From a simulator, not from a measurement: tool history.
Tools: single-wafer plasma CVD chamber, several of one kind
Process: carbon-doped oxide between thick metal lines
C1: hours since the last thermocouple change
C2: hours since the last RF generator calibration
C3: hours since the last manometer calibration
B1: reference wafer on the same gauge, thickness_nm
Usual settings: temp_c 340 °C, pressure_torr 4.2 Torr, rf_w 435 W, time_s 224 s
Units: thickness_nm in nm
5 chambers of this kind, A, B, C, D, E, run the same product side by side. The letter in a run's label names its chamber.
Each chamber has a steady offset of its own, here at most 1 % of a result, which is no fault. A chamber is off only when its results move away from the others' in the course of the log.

{"run": "1B", "hour": 10.6, "temp_c": 340, "pressure_torr": 4.2, "rf_w": 435, "time_s": 224, "C1": 143.5, "C2": 1689.7, "C3": 1911.1, "B1": 1010.2, "thickness_nm": 1022.3}
{"run": "2E", "hour": 20.4, "temp_c": 340, "pressure_torr": 4.2, "rf_w": 435, "time_s": 224, "C1": 1435.7, "C2": 2134.6, "C3": 353.3, "B1": 1010.3, "thickness_nm": 1023.4}
{"run": "3D", "hour": 29.5, "temp_c": 340, "pressure_torr": 4.2, "rf_w": 435, "time_s": 224, "C1": 903.7, "C2": 962.6, "C3": 381.7, "B1": 1010.5, "thickness_nm": 1026.5}
{"run": "4C", "hour": 39.4, "temp_c": 340, "pressure_torr": 4.2, "rf_w": 435, "time_s": 224, "C1": 636.4, "C2": 613.9, "C3": 1393.9, "B1": 1010.3, "thickness_nm": 1020.4}
{"run": "5A", "hour": 49.9, "temp_c": 340, "pressure_torr": 4.2, "rf_w": 435, "time_s": 224, "C1": 2190.4, "C2": 1459.6, "C3": 1244.8, "B1": 1010.7, "thickness_nm": 1026.8}
{"run": "6E", "hour": 60.5, "temp_c": 340, "pressure_torr": 4.2, "rf_w": 435, "time_s": 224, "C1": 1475.8, "C2": 2174.7, "C3": 393.4, "B1": 1010.8, "thickness_nm": 1026.5}
{"run": "7D", "hour": 70.1, "temp_c": 340, "pressure_torr": 4.2, "rf_w": 435, "time_s": 224, "C1": 944.3, "C2": 1003.2, "C3": 422.3, "B1": 1010.7, "thickness_nm": 1032.4}
{"run": "8C", "hour": 80.1, "temp_c": 340, "pressure_torr": 4.2, "rf_w": 435, "time_s": 224, "C1": 677.1, "C2": 654.6, "C3": 1434.6, "B1": 1011, "thickness_nm": 1020.3}
{"run": "9B", "hour": 90.9, "temp_c": 335, "pressure_torr": 4.2, "rf_w": 435, "time_s": 204, "C1": 223.8, "C2": 1770, "C3": 1991.4, "B1": 1011.3, "thickness_nm": 945.83}
{"run": "10A", "hour": 97.7, "temp_c": 335, "pressure_torr": 4.2, "rf_w": 435, "time_s": 204, "C1": 2238.2, "C2": 1507.4, "C3": 1292.6, "B1": 1011.4, "thickness_nm": 950.53}
{"run": "11A", "hour": 111.0, "temp_c": 335, "pressure_torr": 4.2, "rf_w": 435, "time_s": 204, "C1": 2251.5, "C2": 1520.7, "C3": 1305.9, "B1": 1011.4, "thickness_nm": 950.7}
{"run": "12D", "hour": 124.4, "temp_c": 335, "pressure_torr": 4.2, "rf_w": 435, "time_s": 204, "C1": 998.6, "C2": 1057.5, "C3": 476.6, "B1": 1011.3, "thickness_nm": 949.68}
{"run": "13C", "hour": 136.8, "temp_c": 335, "pressure_torr": 4.2, "rf_w": 435, "time_s": 204, "C1": 733.8, "C2": 711.3, "C3": 1491.3, "B1": 1011.6, "thickness_nm": 944.22}
{"run": "14B", "hour": 148.5, "temp_c": 345, "pressure_torr": 4.2, "rf_w": 435, "time_s": 207, "C1": 281.4, "C2": 1827.6, "C3": 2049, "B1": 1011.7, "thickness_nm": 932.77}
{"run": "15E", "hour": 156.8, "temp_c": 345, "pressure_torr": 4.2, "rf_w": 435, "time_s": 207, "C1": 1572.1, "C2": 2271, "C3": 489.7, "B1": 1011.8, "thickness_nm": 933.76}
{"run": "16D", "hour": 170.2, "temp_c": 345, "pressure_torr": 4.2, "rf_w": 435, "time_s": 207, "C1": 1044.4, "C2": 1103.3, "C3": 522.4, "B1": 1012.2, "thickness_nm": 940.29}
{"run": "17A", "hour": 179.9, "temp_c": 345, "pressure_torr": 4.2, "rf_w": 435, "time_s": 207, "C1": 2320.4, "C2": 1589.6, "C3": 1374.8, "B1": 1012.6, "thickness_nm": 938.12}
{"run": "18B", "hour": 189.8, "temp_c": 345, "pressure_torr": 4.2, "rf_w": 435, "time_s": 207, "C1": 322.7, "C2": 1868.9, "C3": 2090.3, "B1": 1012.1, "thickness_nm": 932.34}
{"run": "19C", "hour": 198.3, "temp_c": 340, "pressure_torr": 4.2, "rf_w": 435, "time_s": 224, "C1": 795.3, "C2": 772.8, "C3": 1552.8, "B1": 1012.1, "thickness_nm": 1021.6}
{"run": "20E", "hour": 210.3, "temp_c": 340, "pressure_torr": 4.2, "rf_w": 435, "time_s": 224, "C1": 1625.6, "C2": 2324.5, "C3": 543.2, "B1": 1012.4, "thickness_nm": 1026.9}
{"run": "21D", "hour": 217.5, "temp_c": 340, "pressure_torr": 4.2, "rf_w": 435, "time_s": 224, "C1": 1091.7, "C2": 1150.6, "C3": 569.7, "B1": 1012.4, "thickness_nm": 1031.5}
{"run": "22E", "hour": 228.3, "temp_c": 340, "pressure_torr": 4.2, "rf_w": 435, "time_s": 224, "C1": 1643.6, "C2": 2342.5, "C3": 561.2, "B1": 1012.8, "thickness_nm": 1024.9}
{"hour": 230.2, "done": "chamber A: thermocouple changed; heater temperature recalibrated"}
{"hour": 234.5, "done": "chamber A: RF generator calibrated"}
{"run": "23B", "hour": 239.0, "temp_c": 340, "pressure_torr": 4.2, "rf_w": 435, "time_s": 224, "C1": 371.9, "C2": 1918.1, "C3": 2139.5, "B1": 1012.6, "thickness_nm": 1024.7}
{"run": "24A", "hour": 248.2, "temp_c": 340, "pressure_torr": 4.2, "rf_w": 435, "time_s": 224, "C1": 18, "C2": 13.8, "C3": 1443.1, "B1": 1012.6, "thickness_nm": 1031.7}
{"run": "25C", "hour": 258.7, "temp_c": 340, "pressure_torr": 4.2, "rf_w": 375, "time_s": 224, "C1": 855.7, "C2": 833.2, "C3": 1613.2, "B1": 1012.9, "thickness_nm": 914.69}
{"run": "26B", "hour": 270.1, "temp_c": 340, "pressure_torr": 4.2, "rf_w": 375, "time_s": 224, "C1": 403, "C2": 1949.2, "C3": 2170.6, "B1": 1013, "thickness_nm": 915.39}
{"run": "27A", "hour": 276.4, "temp_c": 340, "pressure_torr": 4.2, "rf_w": 375, "time_s": 224, "C1": 46.2, "C2": 42, "C3": 1471.3, "B1": 1013.2, "thickness_nm": 925.58}
{"run": "28D", "hour": 283.1, "temp_c": 340, "pressure_torr": 4.2, "rf_w": 375, "time_s": 224, "C1": 1157.3, "C2": 1216.2, "C3": 635.3, "B1": 1013, "thickness_nm": 924.56}
{"run": "29E", "hour": 293.6, "temp_c": 340, "pressure_torr": 4.2, "rf_w": 375, "time_s": 224, "C1": 1708.9, "C2": 2407.8, "C3": 626.5, "B1": 1013.7, "thickness_nm": 922.83}
{"run": "30C", "hour": 299.8, "temp_c": 340, "pressure_torr": 4.2, "rf_w": 435, "time_s": 224, "C1": 896.8, "C2": 874.3, "C3": 1654.3, "B1": 1013.4, "thickness_nm": 1022.7}
{"run": "31A", "hour": 308.9, "temp_c": 340, "pressure_torr": 4.2, "rf_w": 435, "time_s": 224, "C1": 78.7, "C2": 74.5, "C3": 1503.8, "B1": 1013.3, "thickness_nm": 1029.5}
{"hour": 315.9, "done": "chamber D: RF generator calibrated"}
{"run": "32E", "hour": 316.8, "temp_c": 340, "pressure_torr": 4.2, "rf_w": 435, "time_s": 224, "C1": 1732.1, "C2": 2431, "C3": 649.7, "B1": 1013.7, "thickness_nm": 1029.1}
{"run": "33B", "hour": 328.2, "temp_c": 340, "pressure_torr": 4.2, "rf_w": 435, "time_s": 224, "C1": 461.1, "C2": 2007.3, "C3": 2228.7, "B1": 1013.5, "thickness_nm": 1025.1}
{"run": "34D", "hour": 340.2, "temp_c": 340, "pressure_torr": 4.2, "rf_w": 435, "time_s": 224, "C1": 1214.4, "C2": 24.3, "C3": 692.4, "B1": 1013.9, "thickness_nm": 1032.3}
{"run": "35C", "hour": 351.1, "temp_c": 340, "pressure_torr": 4.97, "rf_w": 470, "time_s": 224, "C1": 948.1, "C2": 925.6, "C3": 1705.6, "B1": 1013.8, "thickness_nm": 1108.5}
{"hour": 355.3, "done": "chamber C: capacitance manometer re-zeroed and calibrated"}
{"run": "36E", "hour": 362.1, "temp_c": 340, "pressure_torr": 4.97, "rf_w": 470, "time_s": 224, "C1": 1777.4, "C2": 2476.3, "C3": 695, "B1": 1014.1, "thickness_nm": 1110.4}
{"run": "37C", "hour": 373.8, "temp_c": 340, "pressure_torr": 4.97, "rf_w": 470, "time_s": 224, "C1": 970.8, "C2": 948.3, "C3": 18.6, "B1": 1014.5, "thickness_nm": 1105.1}
{"run": "38A", "hour": 379.8, "temp_c": 340, "pressure_torr": 4.97, "rf_w": 470, "time_s": 224, "C1": 149.6, "C2": 145.4, "C3": 1574.7, "B1": 1014.3, "thickness_nm": 1112.9}
{"run": "39D", "hour": 389.6, "temp_c": 340, "pressure_torr": 4.97, "rf_w": 470, "time_s": 224, "C1": 1263.8, "C2": 73.7, "C3": 741.8, "B1": 1014.5, "thickness_nm": 1115.8}
{"run": "40B", "hour": 396.6, "temp_c": 340, "pressure_torr": 4.2, "rf_w": 435, "time_s": 224, "C1": 529.5, "C2": 2075.7, "C3": 2297.1, "B1": 1014.6, "thickness_nm": 1027.2}
{"run": "41C", "hour": 406.6, "temp_c": 340, "pressure_torr": 4.2, "rf_w": 435, "time_s": 224, "C1": 1003.6, "C2": 981.1, "C3": 51.4, "B1": 1014.7, "thickness_nm": 1023.2}
{"run": "42A", "hour": 415.4, "temp_c": 340, "pressure_torr": 3.4, "rf_w": 435, "time_s": 245, "C1": 185.2, "C2": 181, "C3": 1610.3, "B1": 1014.9, "thickness_nm": 1095.7}

Next, every chamber runs the same settings. What will each give?
{"run": "43A", "hour": 425.2, "temp_c": 340, "pressure_torr": 4.95, "rf_w": 435, "time_s": 224, "thickness_nm": "?"}
{"run": "43B", "hour": 425.2, "temp_c": 340, "pressure_torr": 4.95, "rf_w": 435, "time_s": 224, "thickness_nm": "?"}
{"run": "43C", "hour": 425.2, "temp_c": 340, "pressure_torr": 4.95, "rf_w": 435, "time_s": 224, "thickness_nm": "?"}
{"run": "43D", "hour": 425.2, "temp_c": 340, "pressure_torr": 4.95, "rf_w": 435, "time_s": 224, "thickness_nm": "?"}
{"run": "43E", "hour": 425.2, "temp_c": 340, "pressure_torr": 4.95, "rf_w": 435, "time_s": 224, "thickness_nm": "?"}

run=43A thickness_nm=1058.8
run=43B thickness_nm=1053.5
run=43C thickness_nm=1049.6
run=43D thickness_nm=1061.8
run=43E thickness_nm=1054.3

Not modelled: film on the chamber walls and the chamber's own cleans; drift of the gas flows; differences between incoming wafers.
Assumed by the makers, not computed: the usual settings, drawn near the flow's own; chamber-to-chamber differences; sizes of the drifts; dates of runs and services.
